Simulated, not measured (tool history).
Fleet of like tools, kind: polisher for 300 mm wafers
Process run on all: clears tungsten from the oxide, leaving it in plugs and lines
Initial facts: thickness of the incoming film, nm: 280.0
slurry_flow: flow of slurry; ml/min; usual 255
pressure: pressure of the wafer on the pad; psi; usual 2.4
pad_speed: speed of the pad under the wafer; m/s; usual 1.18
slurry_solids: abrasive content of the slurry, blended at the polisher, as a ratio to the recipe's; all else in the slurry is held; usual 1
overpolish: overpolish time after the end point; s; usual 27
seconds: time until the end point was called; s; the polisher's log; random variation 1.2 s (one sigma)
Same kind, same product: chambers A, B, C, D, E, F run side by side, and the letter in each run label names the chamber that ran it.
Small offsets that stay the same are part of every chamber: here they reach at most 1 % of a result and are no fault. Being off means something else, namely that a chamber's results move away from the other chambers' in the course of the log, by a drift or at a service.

run   hour  slurry_flow  pressure  pad_speed  slurry_solids  overpolish  wafers polished on this pad  hours since the slurry nozzle was cleaned  hours since the head pressure was calibrated  hours since the slurry blender was calibrated  hours since the slurry got fresh peroxide  seconds
       0.4  -- chamber D: slurry tank refilled with fresh slurry and peroxide
 1F    5.9          255       2.4       1.18              1          27                          464                                      214.8                                         269.3                                           67.6                                       58.1   93.699
      10.1  -- chamber E: worn pad replaced by a new one
 2A   19.1          255       2.4       1.18              1          27                          628                                      353.7                                          62.6                                          162.1                                       28.8   91.328
      24.9  -- chamber C: head pressure recalibrated
 3B     30          255       2.4       1.18              1          27                         1251                                         57                                         317.1                                          281.4                                       71.4   94.776
      30.6  -- chamber D: slurry nozzle cleaned
      32.5  -- chamber A: worn pad replaced by a new one
      38.8  -- chamber F: slurry tank refilled with fresh slurry and peroxide
      41.4  -- chamber A: slurry blender recalibrated
      42.4  -- chamber D: worn pad replaced by a new one
 4D   42.8          255       2.4       1.18              1          27                            3                                       12.2                                         875.5                                           87.6                                       42.5   93.322
      44.5  -- chamber B: slurry tank refilled with fresh slurry and peroxide
      45.1  -- chamber A: slurry nozzle cleaned
 5E   51.2          255       2.4       1.18              1          27                          393                                      161.4                                         737.5                                          137.4                                      124.4   94.457
 6C   63.5          255       2.4       1.18              1          27                         1083                                      399.6                                          38.6                                          155.1                                      115.9   95.839
      64.7  -- chamber B: slurry blender recalibrated
      65.7  -- chamber B: worn pad replaced by a new one
      66.2  -- chamber C: slurry blender recalibrated
      71.1  -- chamber C: worn pad replaced by a new one
 7E   75.9          255       2.4       1.18              1          27                          630                                      186.1                                         762.2                                          162.1                                      149.1   96.106
      80.4  -- chamber F: worn pad replaced by a new one
      80.7  -- chamber E: worn pad replaced by a new one
 8F     86          255       2.4       1.18              1          27                           53                                      294.9                                         349.4                                          147.7                                       47.2   94.619
      88.8  -- chamber D: slurry tank refilled with fresh slurry and peroxide
      90.1  -- chamber A: slurry tank refilled with fresh slurry and peroxide
 9D   93.6          255       2.4       1.18              1          27                          489                                         63                                         926.3                                          138.4                                        4.8   94.064
10B  100.2          255       2.4       1.18              1          27                          330                                      127.2                                         387.3                                           35.6                                       55.8   94.605
11C  106.7          330       2.4       1.18              1          16                          341                                      442.8                                          81.8                                           40.6                                      159.1   91.863
     113.8  -- chamber E: slurry tank refilled with fresh slurry and peroxide
12A  116.4          330       2.4       1.18              1          16                          803                                       71.3                                         159.9                                             75                                       26.3   90.971
     123.2  -- chamber A: worn pad replaced by a new one
     124.1  -- chamber F: slurry tank refilled with fresh slurry and peroxide
13D  125.8          330       2.4       1.18              1          16                          797                                       95.2                                         958.5                                          170.6                                         37   91.913
     126.6  -- chamber D: worn pad replaced by a new one
14E  133.1          330       2.4       1.18              1          16                          501                                      243.3                                         819.4                                          219.3                                       19.4   93.383
     134.5  -- chamber C: slurry tank refilled with fresh slurry and peroxide
     135.6  -- chamber B: slurry tank refilled with fresh slurry and peroxide
15B  142.9          330       2.4       1.18              1          16                          738                                      169.9                                           430                                           78.3                                        7.3   91.974
16A  149.3          330       2.4       1.18              1          16                          249                                      104.2                                         192.8                                          107.9                                       59.2   93.568
     152.8  -- chamber B: head pressure recalibrated
17C  156.2          255       2.4       1.18              1          27                          814                                      492.3                                         131.3                                           90.1                                       21.7   98.506
     156.6  -- chamber E: head pressure recalibrated
     160.2  -- chamber E: worn pad replaced by a new one
     160.5  -- chamber D: slurry tank refilled with fresh slurry and peroxide
18F  168.8          255       2.4       1.18              1          27                          845                                      377.7                                         432.2                                          230.5                                       44.7   96.197
     179.3  -- chamber A: slurry tank refilled with fresh slurry and peroxide
19F  180.5          255       2.4       1.18              1          27                          957                                      389.4                                         443.9                                          242.2                                       56.4   93.963
       183  -- chamber C: worn pad replaced by a new one
20E    193          255       2.4       1.18              1          27                          313                                      303.2                                          36.5                                          279.2                                       79.3   95.001
     194.4  -- chamber D: head pressure recalibrated
     199.6  -- chamber A: worn pad replaced by a new one
21A  201.4          255       2.4       1.18              1          27                           17                                      156.3                                         244.9                                            160                                       22.2   95.089
     206.9  -- chamber A: slurry blender recalibrated
22B  213.4          255       2.4       1.18              1          27                         1412                                      240.4                                          60.6                                          148.8                                       77.8   95.224
     215.3  -- chamber D: worn pad replaced by a new one
     219.1  -- chamber F: slurry tank refilled with fresh slurry and peroxide
     220.8  -- chamber B: slurry tank refilled with fresh slurry and peroxide
23C  222.5          255       2.4       1.18              1          27                          378                                      558.6                                         197.6                                          156.4                                         88    93.46
     224.9  -- chamber C: slurry blender recalibrated
     225.5  -- chamber B: worn pad replaced by a new one
24D  228.6          255       2.4       1.44              1          38                          127                                        198                                          34.2                                          273.4                                       68.1   77.524
     234.9  -- chamber F: worn pad replaced by a new one
       237  -- chamber E: worn pad replaced by a new one
25E  237.2          255       2.4       1.44              1          38                            2                                      347.4                                          80.7                                          323.4                                      123.5    78.42
26F  243.6          255       2.4       1.44              1          38                           84                                      452.5                                           507                                          305.3                                       24.6    78.69
     246.1  -- chamber A: head pressure recalibrated
     247.3  -- chamber D: slurry tank refilled with fresh slurry and peroxide
27B    253          255       2.4       1.44              1          38                          263                                        280                                         100.2                                          188.4                                       32.3   77.246
28C  258.9          255       2.4       1.44              1          38                          726                                        595                                           234                                             34                                      124.4   76.937
29A  265.1          255       2.4       1.44              1          38                          626                                        220                                            19                                           58.3                                       85.9    75.72
     269.9  -- chamber F: slurry blender recalibrated
30D    277          215       2.4       1.18           0.75          27                          590                                      246.4                                          82.6                                          321.8                                       29.8   103.35
     280.3  -- chamber A: slurry tank refilled with fresh slurry and peroxide
     282.3  -- chamber A: worn pad replaced by a new one
31F  286.5          215       2.4       1.18           0.75          27                          494                                      495.4                                         549.9                                           16.7                                       67.5   103.01
     292.8  -- chamber C: worn pad replaced by a new one
32D  294.4          215       2.4       1.18           0.75          27                          756                                      263.8                                           100                                          339.2                                       47.2   101.81
     295.1  -- chamber B: slurry tank refilled with fresh slurry and peroxide
     295.2  -- chamber E: slurry tank refilled with fresh slurry and peroxide
     296.7  -- chamber D: worn pad replaced by a new one
     298.2  -- chamber F: slurry nozzle cleaned
     300.1  -- chamber C: slurry tank refilled with fresh slurry and peroxide
33C  302.1          215       2.4       1.18           0.75          27                           89                                      638.2                                         277.2                                           77.2                                          2   105.22
     311.2  -- chamber F: slurry tank refilled with fresh slurry and peroxide
     313.6  -- chamber E: worn pad replaced by a new one
34B  314.9          215       2.4       1.18           0.75          27                          855                                      341.9                                         162.1                                          250.3                                       19.8   104.72
35A  327.1          215       2.4       1.18           0.75          27                          428                                        282                                            81                                          120.3                                       46.9   100.79
36E    336          255       2.4       0.96              1          27                          214                                      446.2                                         179.5                                          422.2                                       40.8   118.17
     340.7  -- chamber D: slurry tank refilled with fresh slurry and peroxide
       346  -- chamber B: slurry blender recalibrated
37C  347.8          255       2.4       0.96              1          27                          526                                      683.9                                         322.9                                          122.9                                       47.7   116.53
     353.4  -- chamber F: worn pad replaced by a new one
38A  358.7          255       2.4       0.96              1          27                          731                                      313.6                                         112.6                                          151.9                                       78.5   116.19
     360.3  -- chamber E: slurry nozzle cleaned
       367  -- chamber E: slurry blender recalibrated
     368.8  -- chamber A: worn pad replaced by a new one
39E  369.3          255       2.4       0.96              1          27                          532                                        9.1                                         212.8                                            2.3                                       74.1   115.27
     372.6  -- chamber B: worn pad replaced by a new one
40D  382.5          255       2.4       0.96              1          27                          821                                      351.9                                         188.1                                          427.3                                       41.8    113.5
     383.4  -- chamber A: slurry tank refilled with fresh slurry and peroxide
     384.7  -- chamber F: slurry tank refilled with fresh slurry and peroxide
     386.5  -- chamber A: slurry blender recalibrated
     390.7  -- chamber B: slurry tank refilled with fresh slurry and peroxide
41F  391.9          255       2.4       0.96              1          27                          368                                       93.8                                         655.3                                          122.1                                        7.3   117.87
42B  403.4          255       2.4       1.18              1          27                          295                                      430.4                                         250.6                                           57.4                                       12.7   93.686
43A  413.4          255       2.4       1.18              1          27                          427                                      368.3                                         167.3                                           26.9                                         30   93.995

Next, all 6 chambers run the settings below, one line each with question marks for the results. What does each chamber give?
44A  423.1          255       2.4       1.18              1          27                                                                                                                                                                                                                        ?
44B  423.1          255       2.4       1.18              1          27                                                                                                                                                                                                                        ?
44C  423.1          255       2.4       1.18              1          27                                                                                                                                                                                                                        ?
44D  423.1          255       2.4       1.18              1          27                                                                                                                                                                                                                        ?
44E  423.1          255       2.4       1.18              1          27                                                                                                                                                                                                                        ?
44F  423.1          255       2.4       1.18              1          27                                                                                                                                                                                                                        ?

run  seconds
44A   97.102
44B   92.597
44C   97.183
44D   93.028
44E    95.45
44F    95.01

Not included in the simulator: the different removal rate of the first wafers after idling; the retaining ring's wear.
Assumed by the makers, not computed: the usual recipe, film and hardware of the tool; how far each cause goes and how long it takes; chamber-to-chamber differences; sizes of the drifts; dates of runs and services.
